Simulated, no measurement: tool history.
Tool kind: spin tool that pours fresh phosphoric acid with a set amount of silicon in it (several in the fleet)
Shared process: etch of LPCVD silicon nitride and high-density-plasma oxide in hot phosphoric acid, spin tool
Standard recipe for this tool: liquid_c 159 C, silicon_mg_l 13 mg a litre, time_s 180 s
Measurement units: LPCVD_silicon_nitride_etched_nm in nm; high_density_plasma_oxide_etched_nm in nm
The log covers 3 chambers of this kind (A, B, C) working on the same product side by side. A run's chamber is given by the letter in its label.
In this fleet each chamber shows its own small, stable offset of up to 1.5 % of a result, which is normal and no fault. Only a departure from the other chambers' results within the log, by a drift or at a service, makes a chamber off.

run   hour  liquid_c  silicon_mg_l  time_s  hours since the thermometer was replaced  hours since the dissolved silicon flow meter was replaced  hours since the heated supply line was repaired  read-back film thickness of the LPCVD silicon nitride reference wafer, read on the same gauge (nm)  read-back film thickness of the high-density-plasma oxide reference wafer, read on the same gauge (nm)  LPCVD_silicon_nitride_etched_nm  high_density_plasma_oxide_etched_nm
 1C    5.5       159            13     180                                     495.7                                                     1685.8                                           1119.7                                                                                              89.995                                                                                                  50.017                           16.533                              0.36824
 2B   11.1       159            13     180                                     283.8                                                     1091.9                                           3241.5                                                                                              90.035                                                                                                  50.006                           16.027                              0.42271
 3A   22.2       159            13     180                                    1613.6                                                      918.3                                              903                                                                                              90.012                                                                                                   50.01                           16.101                              0.41576
 4C   33.8       159            13     180                                       524                                                     1714.1                                             1148                                                                                              89.992                                                                                                  50.008                           16.611                              0.38496
 5B   44.3       159            13     180                                       317                                                     1125.1                                           3274.7                                                                                              89.991                                                                                                  49.983                           16.231                              0.44564
      54.8  -- chamber A: heated supply line repaired
 6A   54.8       159            13     180                                    1646.2                                                      950.9                                              0.1                                                                                              90.005                                                                                                  50.019                           16.204                              0.41915
 7A   61.5       159            13     180                                    1652.9                                                      957.6                                              6.8                                                                                              90.002                                                                                                   50.03                           16.495                              0.36642
 8B   69.2       159            13     180                                     341.9                                                       1150                                           3299.6                                                                                              90.002                                                                                                  50.022                           16.426                              0.39617
 9C   77.9       159            13     180                                     568.1                                                     1758.2                                           1192.1                                                                                              89.997                                                                                                  50.005                           16.395                              0.40233
10A   87.6       159            13     180                                      1679                                                      983.7                                             32.9                                                                                              90.015                                                                                                  50.001                           16.234                              0.41782
11B   98.7       159            13     180                                     371.4                                                     1179.5                                           3329.1                                                                                              90.008                                                                                                  50.017                           16.324                              0.37655
12C  108.5       159            13     235                                     598.7                                                     1788.8                                           1222.7                                                                                              90.002                                                                                                  49.981                           20.992                              0.47413
13A  120.2       159            13     235                                    1711.6                                                     1016.3                                             65.5                                                                                              89.999                                                                                                  49.986                           21.109                              0.54383
14B  127.7       159            13     235                                     400.4                                                     1208.5                                           3358.1                                                                                              90.001                                                                                                  49.982                           21.214                              0.49059
15C  133.1       159            13     180                                     623.3                                                     1813.4                                           1247.3                                                                                              90.005                                                                                                  49.971                           16.239                              0.37382
16C    141       159            13     180                                     631.2                                                     1821.3                                           1255.2                                                                                                  90                                                                                                  49.987                           15.558                              0.37233
17A  151.1       159            13     180                                    1742.5                                                     1047.2                                             96.4                                                                                              90.012                                                                                                  49.985                           16.152                              0.41083
18B  162.6       159            13     180                                     435.3                                                     1243.4                                             3393                                                                                              89.986                                                                                                  50.011                           16.425                              0.40506
19A  171.9       159            13     180                                    1763.3                                                       1068                                            117.2                                                                                              90.009                                                                                                  49.981                           16.142                               0.4029
20B  179.2       159            13     180                                     451.9                                                       1260                                           3409.6                                                                                               89.98                                                                                                  49.996                            16.36                              0.38328
21C  190.4       159          19.5     280                                     680.6                                                     1870.7                                           1304.6                                                                                              89.994                                                                                                  50.004                           23.956                              0.42484
22A  200.2       159          19.5     280                                    1791.6                                                     1096.3                                            145.5                                                                                              89.992                                                                                                  49.959                           25.808                              0.49526
23B  210.9       159          19.5     280                                     483.6                                                     1291.7                                           3441.3                                                                                              90.009                                                                                                  49.971                            25.41                              0.52679
24C  222.5       159            13     180                                     712.7                                                     1902.8                                           1336.7                                                                                              90.006                                                                                                  50.005                           14.932                              0.30957
25B    235       159            13     180                                     507.7                                                     1315.8                                           3465.4                                                                                              89.994                                                                                                  50.029                            16.36                              0.42575
26A  241.3       159            13     180                                    1832.7                                                     1137.4                                            186.6                                                                                              89.986                                                                                                  49.979                            16.32                              0.40857
27C  249.9       159            13     180                                     740.1                                                     1930.2                                           1364.1                                                                                              90.033                                                                                                  49.967                           14.785                              0.31482

All chambers now run identical settings, listed one chamber a line with results as question marks. What results will each chamber show?
28A  258.9       159            13     180                                                                                                                                                                                                                                                                                                                                                                                                  ?                                    ?
28B  258.9       159            13     180                                                                                                                                                                                                                                                                                                                                                                                                  ?                                    ?
28C  258.9       159            13     180                                                                                                                                                                                                                                                                                                                                                                                                  ?                                    ?

run  LPCVD_silicon_nitride_etched_nm  high_density_plasma_oxide_etched_nm
28A                           16.417                               0.4004
28B                           16.446                              0.40426
28C                           14.544                               0.2974
